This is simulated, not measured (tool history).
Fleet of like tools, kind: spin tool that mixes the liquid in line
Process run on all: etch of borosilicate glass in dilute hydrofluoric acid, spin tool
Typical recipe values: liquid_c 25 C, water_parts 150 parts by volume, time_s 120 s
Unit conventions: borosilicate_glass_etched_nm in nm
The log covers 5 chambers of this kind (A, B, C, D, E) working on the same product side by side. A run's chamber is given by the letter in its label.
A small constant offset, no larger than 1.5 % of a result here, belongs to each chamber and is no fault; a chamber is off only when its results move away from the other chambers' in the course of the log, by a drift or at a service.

run,hour,liquid_c,water_parts,time_s,"read-back film thickness of the borosilicate glass reference wafer, read on the same gauge (nm)",borosilicate_glass_etched_nm
1A,6.2,25,150,120,50.004,20.602
2D,13.2,25,150,120,50.034,20.638
3C,19.6,25,150,120,49.999,20.654
4B,31.9,25,150,120,50.02,20.869
5E,44.1,25,150,120,49.956,20.624
6B,55.3,25,200,120,49.976,14.567
7D,67.8,25,200,120,50.008,14.661
8A,74.9,25,200,120,50.012,14.966
9C,88,25,200,120,50.019,14.425
10E,99.7,25,200,120,50.005,14.757
11A,112.6,25,150,120,50.038,20.838
12C,119.2,25,150,120,50.001,20.334
13D,130.5,25,150,120,49.969,20.965
14E,141.6,25,125,120,49.997,25.381
15B,150.8,25,125,120,49.962,25.62
16C,156.7,25,125,120,50.012,25.406
17D,165.9,25,125,120,49.984,26.003
18E,175.2,25,125,120,50.014,25.592
19A,184.8,25,150,120,49.988,20.844
20B,195.3,25,150,120,50.011,20.752
21B,206.4,25,150,120,49.99,20.949
22D,219.1,25,150,120,49.982,21.157
23C,231.5,28,150,60,50.019,11.374
24E,237.4,28,150,60,50.009,11.671
25A,249.4,28,150,60,49.969,11.347
26C,258.4,28,150,60,49.969,11.539
27A,268.4,28,150,60,49.997,11.378
# hour 276.1: chamber D: hydrofluoric acid flow meter replaced
28B,279.1,25,150,120,49.996,20.765
# hour 286: chamber C: hydrofluoric acid flow meter replaced
29E,286.8,25,150,120,50.004,20.555
# hour 287.5: chamber C: thermometer replaced
30D,293.4,20.5,150,120,50.025,17.556
31C,303,20.5,150,120,50.002,17.258
32A,312.1,20.5,150,120,50.008,16.772
33D,322.4,20.5,150,120,49.992,17.663
# hour 322.6: chamber B: hydrofluoric acid flow meter replaced
34E,334.5,20.5,150,120,50.012,17.386
35B,345.2,25,150,120,49.982,20.865
36B,352.1,25,150,120,50.016,20.931
37E,359,25,150,120,49.99,20.835
38C,367.7,25,150,120,49.976,20.431
39A,374.1,25,150,120,49.975,19.648
40D,385.1,25,150,120,49.985,21.043
41C,392.8,25,150,120,50.007,20.561

Each of the 5 chambers runs these same settings next. Fill in every chamber's results:
42A,402.3,25,150,120,,?
42B,402.3,25,150,120,,?
42C,402.3,25,150,120,,?
42D,402.3,25,150,120,,?
42E,402.3,25,150,120,,?

run,borosilicate_glass_etched_nm
42A,19.718
42B,21.102
42C,20.679
42D,21.218
42E,20.882

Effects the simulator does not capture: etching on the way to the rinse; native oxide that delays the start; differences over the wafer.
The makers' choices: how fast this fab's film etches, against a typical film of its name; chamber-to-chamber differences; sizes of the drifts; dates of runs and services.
